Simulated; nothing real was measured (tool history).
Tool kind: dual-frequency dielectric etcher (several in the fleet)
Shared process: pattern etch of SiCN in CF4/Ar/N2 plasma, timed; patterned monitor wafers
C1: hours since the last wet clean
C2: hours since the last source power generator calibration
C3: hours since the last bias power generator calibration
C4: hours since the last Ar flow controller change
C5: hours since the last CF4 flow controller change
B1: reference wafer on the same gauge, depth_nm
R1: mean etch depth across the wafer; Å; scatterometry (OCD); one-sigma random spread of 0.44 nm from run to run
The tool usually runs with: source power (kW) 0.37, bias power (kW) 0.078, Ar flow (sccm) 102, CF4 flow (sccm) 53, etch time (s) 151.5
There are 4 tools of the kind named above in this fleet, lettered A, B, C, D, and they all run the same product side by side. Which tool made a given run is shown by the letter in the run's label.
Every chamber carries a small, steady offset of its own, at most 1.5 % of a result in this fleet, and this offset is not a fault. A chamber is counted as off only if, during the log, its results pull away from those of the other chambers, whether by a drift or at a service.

{"run": "1D", "hour": 3.5, "source power (kW)": 0.37, "bias power (kW)": 0.078, "Ar flow (sccm)": 102, "CF4 flow (sccm)": 53, "etch time (s)": 151.5, "C1": 296.7, "C2": 416.5, "C3": 2184.3, "C4": 321.9, "C5": 67.3, "B1": 92.966, "R1": 1086.8}
{"run": "2A", "hour": 7.4, "source power (kW)": 0.37, "bias power (kW)": 0.078, "Ar flow (sccm)": 102, "CF4 flow (sccm)": 53, "etch time (s)": 151.5, "C1": 413.7, "C2": 2425.7, "C3": 30.2, "C4": 336.7, "C5": 1757.3, "B1": 93.115, "R1": 1094}
{"run": "3B", "hour": 10.1, "source power (kW)": 0.37, "bias power (kW)": 0.078, "Ar flow (sccm)": 102, "CF4 flow (sccm)": 53, "etch time (s)": 151.5, "C1": 408.5, "C2": 1875.8, "C3": 1211, "C4": 2828.4, "C5": 521.6, "B1": 92.987, "R1": 1083.6}
{"run": "4C", "hour": 12.9, "source power (kW)": 0.37, "bias power (kW)": 0.078, "Ar flow (sccm)": 102, "CF4 flow (sccm)": 53, "etch time (s)": 151.5, "C1": 78.4, "C2": 2306.1, "C3": 907.2, "C4": 288.9, "C5": 3929.3, "B1": 92.971, "R1": 1065.7}
{"run": "5D", "hour": 16.3, "source power (kW)": 0.37, "bias power (kW)": 0.078, "Ar flow (sccm)": 102, "CF4 flow (sccm)": 53, "etch time (s)": 151.5, "C1": 309.5, "C2": 429.3, "C3": 2197.1, "C4": 334.7, "C5": 80.1, "B1": 93.063, "R1": 1076.7}
{"run": "6A", "hour": 20.2, "source power (kW)": 0.37, "bias power (kW)": 0.078, "Ar flow (sccm)": 102, "CF4 flow (sccm)": 53, "etch time (s)": 151.5, "C1": 426.5, "C2": 2438.5, "C3": 43, "C4": 349.5, "C5": 1770.1, "B1": 93.028, "R1": 1092.6}
{"run": "7C", "hour": 22.8, "source power (kW)": 0.37, "bias power (kW)": 0.078, "Ar flow (sccm)": 102, "CF4 flow (sccm)": 53, "etch time (s)": 151.5, "C1": 88.3, "C2": 2316, "C3": 917.1, "C4": 298.8, "C5": 3939.2, "B1": 93.094, "R1": 1069.2}
{"hour": 23.3, "done": "chamber B: wet clean of the chamber"}
{"run": "8B", "hour": 26.6, "source power (kW)": 0.37, "bias power (kW)": 0.078, "Ar flow (sccm)": 102, "CF4 flow (sccm)": 53, "etch time (s)": 151.5, "C1": 3.3, "C2": 1892.3, "C3": 1227.5, "C4": 2844.9, "C5": 538.1, "B1": 92.98, "R1": 1079.4}
{"run": "9D", "hour": 29.3, "source power (kW)": 0.37, "bias power (kW)": 0.078, "Ar flow (sccm)": 102, "CF4 flow (sccm)": 53, "etch time (s)": 151.5, "C1": 322.5, "C2": 442.3, "C3": 2210.1, "C4": 347.7, "C5": 93.1, "B1": 93.039, "R1": 1079.9}
{"run": "10C", "hour": 32.7, "source power (kW)": 0.41, "bias power (kW)": 0.078, "Ar flow (sccm)": 102, "CF4 flow (sccm)": 53, "etch time (s)": 194, "C1": 98.2, "C2": 2325.9, "C3": 927, "C4": 308.7, "C5": 3949.1, "B1": 93.061, "R1": 1507.4}
{"run": "11B", "hour": 36.4, "source power (kW)": 0.41, "bias power (kW)": 0.078, "Ar flow (sccm)": 102, "CF4 flow (sccm)": 53, "etch time (s)": 194, "C1": 13.1, "C2": 1902.1, "C3": 1237.3, "C4": 2854.7, "C5": 547.9, "B1": 92.96, "R1": 1515}
{"run": "12A", "hour": 39.4, "source power (kW)": 0.41, "bias power (kW)": 0.078, "Ar flow (sccm)": 102, "CF4 flow (sccm)": 53, "etch time (s)": 194, "C1": 445.7, "C2": 2457.7, "C3": 62.2, "C4": 368.7, "C5": 1789.3, "B1": 92.995, "R1": 1526.6}
{"run": "13C", "hour": 42.6, "source power (kW)": 0.41, "bias power (kW)": 0.078, "Ar flow (sccm)": 102, "CF4 flow (sccm)": 53, "etch time (s)": 194, "C1": 108.1, "C2": 2335.8, "C3": 936.9, "C4": 318.6, "C5": 3959, "B1": 92.994, "R1": 1522.3}
{"run": "14A", "hour": 45.9, "source power (kW)": 0.37, "bias power (kW)": 0.078, "Ar flow (sccm)": 102, "CF4 flow (sccm)": 53, "etch time (s)": 151.5, "C1": 452.2, "C2": 2464.2, "C3": 68.7, "C4": 375.2, "C5": 1795.8, "B1": 92.994, "R1": 1085.8}
{"run": "15B", "hour": 48.8, "source power (kW)": 0.37, "bias power (kW)": 0.078, "Ar flow (sccm)": 102, "CF4 flow (sccm)": 53, "etch time (s)": 151.5, "C1": 25.5, "C2": 1914.5, "C3": 1249.7, "C4": 2867.1, "C5": 560.3, "B1": 92.955, "R1": 1083.2}
{"run": "16D", "hour": 51.0, "source power (kW)": 0.4, "bias power (kW)": 0.078, "Ar flow (sccm)": 102, "CF4 flow (sccm)": 53, "etch time (s)": 151.5, "C1": 344.2, "C2": 464, "C3": 2231.8, "C4": 369.4, "C5": 114.8, "B1": 92.999, "R1": 1162.7}
{"run": "17D", "hour": 53.6, "source power (kW)": 0.4, "bias power (kW)": 0.078, "Ar flow (sccm)": 102, "CF4 flow (sccm)": 53, "etch time (s)": 151.5, "C1": 346.8, "C2": 466.6, "C3": 2234.4, "C4": 372, "C5": 117.4, "B1": 92.978, "R1": 1160.6}
{"run": "18A", "hour": 56.0, "source power (kW)": 0.4, "bias power (kW)": 0.078, "Ar flow (sccm)": 102, "CF4 flow (sccm)": 53, "etch time (s)": 151.5, "C1": 462.3, "C2": 2474.3, "C3": 78.8, "C4": 385.3, "C5": 1805.9, "B1": 92.894, "R1": 1167}
{"run": "19C", "hour": 58.4, "source power (kW)": 0.4, "bias power (kW)": 0.078, "Ar flow (sccm)": 102, "CF4 flow (sccm)": 53, "etch time (s)": 151.5, "C1": 123.9, "C2": 2351.6, "C3": 952.7, "C4": 334.4, "C5": 3974.8, "B1": 92.977, "R1": 1177.5}
{"run": "20B", "hour": 62.3, "source power (kW)": 0.37, "bias power (kW)": 0.078, "Ar flow (sccm)": 102, "CF4 flow (sccm)": 43, "etch time (s)": 151.5, "C1": 39, "C2": 1928, "C3": 1263.2, "C4": 2880.6, "C5": 573.8, "B1": 93.045, "R1": 1046.5}
{"run": "21B", "hour": 65.0, "source power (kW)": 0.37, "bias power (kW)": 0.078, "Ar flow (sccm)": 102, "CF4 flow (sccm)": 43, "etch time (s)": 151.5, "C1": 41.7, "C2": 1930.7, "C3": 1265.9, "C4": 2883.3, "C5": 576.5, "B1": 92.971, "R1": 1045.3}
{"run": "22C", "hour": 67.8, "source power (kW)": 0.37, "bias power (kW)": 0.078, "Ar flow (sccm)": 102, "CF4 flow (sccm)": 43, "etch time (s)": 151.5, "C1": 133.3, "C2": 2361, "C3": 962.1, "C4": 343.8, "C5": 3984.2, "B1": 93.077, "R1": 1072.5}
{"run": "23D", "hour": 70.7, "source power (kW)": 0.37, "bias power (kW)": 0.078, "Ar flow (sccm)": 102, "CF4 flow (sccm)": 43, "etch time (s)": 151.5, "C1": 363.9, "C2": 483.7, "C3": 2251.5, "C4": 389.1, "C5": 134.5, "B1": 92.973, "R1": 1051.4}
{"run": "24A", "hour": 73.2, "source power (kW)": 0.37, "bias power (kW)": 0.078, "Ar flow (sccm)": 102, "CF4 flow (sccm)": 53, "etch time (s)": 151.5, "C1": 479.5, "C2": 2491.5, "C3": 96, "C4": 402.5, "C5": 1823.1, "B1": 93.009, "R1": 1091.2}
{"run": "25B", "hour": 76.0, "source power (kW)": 0.37, "bias power (kW)": 0.098, "Ar flow (sccm)": 102, "CF4 flow (sccm)": 53, "etch time (s)": 151.5, "C1": 52.7, "C2": 1941.7, "C3": 1276.9, "C4": 2894.3, "C5": 587.5, "B1": 93.064, "R1": 1177.7}

Is one chamber off against the others, does the gauge drift, or is nothing wrong? If a chamber is off, say which, and what the likeliest cause is.

One chamber, C, drifts off from the rest bit by bit.
Cause: source power that arrives over what is set, % = 4.45.
The log may not separate it from: etch rate over this chamber's usual, %.

Below are 4 candidate recipes for chamber C's next run, each the usual settings with a change, their results shown as question marks. Which of them brings C's results back in line with what the other chambers give on the usual settings?
In line means no further than this from the other chambers' mean on the usual settings: R1 15 Å
{"run": "26C-1", "hour": 79.2, "source power (kW)": 0.37, "bias power (kW)": 0.078, "Ar flow (sccm)": 102, "CF4 flow (sccm)": 44, "etch time (s)": 151.5, "R1": "?"}
{"run": "26C-2", "hour": 79.2, "source power (kW)": 0.36, "bias power (kW)": 0.077, "Ar flow (sccm)": 102, "CF4 flow (sccm)": 53, "etch time (s)": 147.5, "R1": "?"}
{"run": "26C-3", "hour": 79.2, "source power (kW)": 0.39, "bias power (kW)": 0.08, "Ar flow (sccm)": 102, "CF4 flow (sccm)": 53, "etch time (s)": 151.5, "R1": "?"}
{"run": "26C-4", "hour": 79.2, "source power (kW)": 0.37, "bias power (kW)": 0.083, "Ar flow (sccm)": 102, "CF4 flow (sccm)": 54, "etch time (s)": 151.5, "R1": "?"}

Average result of the remaining chambers running the usual settings: R1 1084.9 Å
run=26C-1 R1=1080.6
run=26C-2 R1=1052.8
run=26C-3 R1=1175.3
run=26C-4 R1=1141.7
Change 26C-1 lands the chamber within the allowed miss of the other chambers.
